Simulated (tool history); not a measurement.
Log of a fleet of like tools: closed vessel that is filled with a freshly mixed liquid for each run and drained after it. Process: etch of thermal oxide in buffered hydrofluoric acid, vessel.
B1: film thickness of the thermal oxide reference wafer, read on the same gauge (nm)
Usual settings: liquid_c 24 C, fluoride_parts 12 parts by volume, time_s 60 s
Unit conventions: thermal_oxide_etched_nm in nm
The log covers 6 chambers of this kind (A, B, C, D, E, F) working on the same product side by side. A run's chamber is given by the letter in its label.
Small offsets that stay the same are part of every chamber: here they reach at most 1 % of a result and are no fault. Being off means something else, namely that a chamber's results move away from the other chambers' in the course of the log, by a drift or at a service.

{"run": "1F", "hour": 11.9, "liquid_c": 24, "fluoride_parts": 12, "time_s": 60, "B1": 150.02, "thermal_oxide_etched_nm": 58.631}
{"run": "2D", "hour": 20.1, "liquid_c": 24, "fluoride_parts": 12, "time_s": 60, "B1": 150.01, "thermal_oxide_etched_nm": 58.202}
{"run": "3A", "hour": 29.5, "liquid_c": 24, "fluoride_parts": 12, "time_s": 60, "B1": 150.01, "thermal_oxide_etched_nm": 58.181}
{"run": "4B", "hour": 35.7, "liquid_c": 24, "fluoride_parts": 12, "time_s": 60, "B1": 150.03, "thermal_oxide_etched_nm": 59.058}
{"run": "5C", "hour": 46.4, "liquid_c": 24, "fluoride_parts": 12, "time_s": 60, "B1": 150, "thermal_oxide_etched_nm": 58.49}
{"run": "6E", "hour": 52.8, "liquid_c": 24, "fluoride_parts": 12, "time_s": 60, "B1": 150, "thermal_oxide_etched_nm": 58.172}
{"run": "7A", "hour": 65.2, "liquid_c": 24, "fluoride_parts": 12, "time_s": 60, "B1": 149.98, "thermal_oxide_etched_nm": 57.982}
{"run": "8C", "hour": 74.8, "liquid_c": 24, "fluoride_parts": 12, "time_s": 60, "B1": 150.01, "thermal_oxide_etched_nm": 58.354}
{"run": "9E", "hour": 88.4, "liquid_c": 24, "fluoride_parts": 12, "time_s": 60, "B1": 150, "thermal_oxide_etched_nm": 57.328}
{"run": "10F", "hour": 101.8, "liquid_c": 24, "fluoride_parts": 12, "time_s": 60, "B1": 150, "thermal_oxide_etched_nm": 58.94}
{"run": "11D", "hour": 109.3, "liquid_c": 24, "fluoride_parts": 12, "time_s": 60, "B1": 150, "thermal_oxide_etched_nm": 56.829}
{"run": "12B", "hour": 115.5, "liquid_c": 24, "fluoride_parts": 12, "time_s": 60, "B1": 149.99, "thermal_oxide_etched_nm": 58.976}
{"run": "13D", "hour": 125.6, "liquid_c": 28, "fluoride_parts": 12, "time_s": 80, "B1": 149.99, "thermal_oxide_etched_nm": 94.08}
{"run": "14B", "hour": 138.6, "liquid_c": 28, "fluoride_parts": 12, "time_s": 80, "B1": 149.99, "thermal_oxide_etched_nm": 95.722}
{"run": "15A", "hour": 146.2, "liquid_c": 28, "fluoride_parts": 12, "time_s": 80, "B1": 150.01, "thermal_oxide_etched_nm": 96.178}
{"run": "16C", "hour": 159.4, "liquid_c": 28, "fluoride_parts": 12, "time_s": 80, "B1": 150, "thermal_oxide_etched_nm": 96.402}
{"run": "17F", "hour": 167.7, "liquid_c": 28, "fluoride_parts": 12, "time_s": 80, "B1": 150.02, "thermal_oxide_etched_nm": 95.686}
{"run": "18E", "hour": 179.5, "liquid_c": 28, "fluoride_parts": 12, "time_s": 80, "B1": 149.98, "thermal_oxide_etched_nm": 95.981}
{"run": "19D", "hour": 190.2, "liquid_c": 24, "fluoride_parts": 12, "time_s": 60, "B1": 150.02, "thermal_oxide_etched_nm": 55.781}
{"run": "20B", "hour": 203.9, "liquid_c": 24, "fluoride_parts": 12, "time_s": 60, "B1": 149.98, "thermal_oxide_etched_nm": 57.771}
{"run": "21C", "hour": 215.9, "liquid_c": 24, "fluoride_parts": 15, "time_s": 85, "B1": 150, "thermal_oxide_etched_nm": 66.414}
{"run": "22E", "hour": 227.1, "liquid_c": 24, "fluoride_parts": 15, "time_s": 85, "B1": 149.98, "thermal_oxide_etched_nm": 66.535}
{"run": "23F", "hour": 237.8, "liquid_c": 24, "fluoride_parts": 15, "time_s": 85, "B1": 149.98, "thermal_oxide_etched_nm": 65.413}
{"run": "24A", "hour": 247.9, "liquid_c": 24, "fluoride_parts": 15, "time_s": 85, "B1": 149.98, "thermal_oxide_etched_nm": 66.508}
{"hour": 251.3, "done": "chamber A: thermometer replaced"}
{"run": "25C", "hour": 256.1, "liquid_c": 24, "fluoride_parts": 15, "time_s": 85, "B1": 149.99, "thermal_oxide_etched_nm": 67.475}
{"run": "26A", "hour": 262.7, "liquid_c": 24, "fluoride_parts": 15, "time_s": 85, "B1": 149.99, "thermal_oxide_etched_nm": 66.178}
{"run": "27E", "hour": 272.3, "liquid_c": 24, "fluoride_parts": 14.5, "time_s": 60, "B1": 149.99, "thermal_oxide_etched_nm": 48.437}
{"run": "28D", "hour": 280.0, "liquid_c": 24, "fluoride_parts": 14.5, "time_s": 60, "B1": 150.02, "thermal_oxide_etched_nm": 45.379}
{"run": "29F", "hour": 286.8, "liquid_c": 24, "fluoride_parts": 14.5, "time_s": 60, "B1": 149.99, "thermal_oxide_etched_nm": 48.395}
{"run": "30B", "hour": 292.8, "liquid_c": 24, "fluoride_parts": 14.5, "time_s": 60, "B1": 150.01, "thermal_oxide_etched_nm": 47.99}
{"run": "31D", "hour": 300.3, "liquid_c": 24, "fluoride_parts": 14.5, "time_s": 60, "B1": 150.03, "thermal_oxide_etched_nm": 45.522}
{"hour": 302.9, "done": "chamber E: hydrofluoric acid flow meter replaced"}
{"run": "32F", "hour": 308.0, "liquid_c": 24, "fluoride_parts": 14.5, "time_s": 60, "B1": 150.04, "thermal_oxide_etched_nm": 48.354}
{"run": "33C", "hour": 319.3, "liquid_c": 24, "fluoride_parts": 12, "time_s": 60, "B1": 150, "thermal_oxide_etched_nm": 58.453}
{"run": "34B", "hour": 325.6, "liquid_c": 24, "fluoride_parts": 12, "time_s": 60, "B1": 149.98, "thermal_oxide_etched_nm": 58.84}
{"run": "35A", "hour": 332.5, "liquid_c": 24, "fluoride_parts": 12, "time_s": 60, "B1": 150.01, "thermal_oxide_etched_nm": 58.626}
{"run": "36E", "hour": 338.8, "liquid_c": 24, "fluoride_parts": 12, "time_s": 60, "B1": 149.95, "thermal_oxide_etched_nm": 57.244}
{"run": "37E", "hour": 348.7, "liquid_c": 24, "fluoride_parts": 12, "time_s": 60, "B1": 149.95, "thermal_oxide_etched_nm": 58.473}
{"run": "38F", "hour": 356.5, "liquid_c": 24, "fluoride_parts": 12, "time_s": 60, "B1": 150.01, "thermal_oxide_etched_nm": 58.742}
{"run": "39B", "hour": 366.7, "liquid_c": 24, "fluoride_parts": 12, "time_s": 60, "B1": 149.99, "thermal_oxide_etched_nm": 58.729}
{"run": "40A", "hour": 378.1, "liquid_c": 24, "fluoride_parts": 12, "time_s": 60, "B1": 149.98, "thermal_oxide_etched_nm": 58.035}
{"run": "41C", "hour": 391.7, "liquid_c": 24, "fluoride_parts": 12, "time_s": 60, "B1": 150, "thermal_oxide_etched_nm": 58.218}
{"run": "42D", "hour": 403.4, "liquid_c": 24, "fluoride_parts": 12, "time_s": 60, "B1": 150.03, "thermal_oxide_etched_nm": 52.219}
{"run": "43C", "hour": 414.3, "liquid_c": 24, "fluoride_parts": 12, "time_s": 60, "B1": 149.96, "thermal_oxide_etched_nm": 58.413}
{"run": "44B", "hour": 420.4, "liquid_c": 24, "fluoride_parts": 12, "time_s": 60, "B1": 150.03, "thermal_oxide_etched_nm": 58.412}

Predict what each chamber gives when all 6 of them run the settings below next.
{"run": "45A", "hour": 430.2, "liquid_c": 24, "fluoride_parts": 12, "time_s": 45, "thermal_oxide_etched_nm": "?"}
{"run": "45B", "hour": 430.2, "liquid_c": 24, "fluoride_parts": 12, "time_s": 45, "thermal_oxide_etched_nm": "?"}
{"run": "45C", "hour": 430.2, "liquid_c": 24, "fluoride_parts": 12, "time_s": 45, "thermal_oxide_etched_nm": "?"}
{"run": "45D", "hour": 430.2, "liquid_c": 24, "fluoride_parts": 12, "time_s": 45, "thermal_oxide_etched_nm": "?"}
{"run": "45E", "hour": 430.2, "liquid_c": 24, "fluoride_parts": 12, "time_s": 45, "thermal_oxide_etched_nm": "?"}
{"run": "45F", "hour": 430.2, "liquid_c": 24, "fluoride_parts": 12, "time_s": 45, "thermal_oxide_etched_nm": "?"}

run=45A thermal_oxide_etched_nm=42.772
run=45B thermal_oxide_etched_nm=43.48
run=45C thermal_oxide_etched_nm=43.775
run=45D thermal_oxide_etched_nm=38.833
run=45E thermal_oxide_etched_nm=43.519
run=45F thermal_oxide_etched_nm=43.32
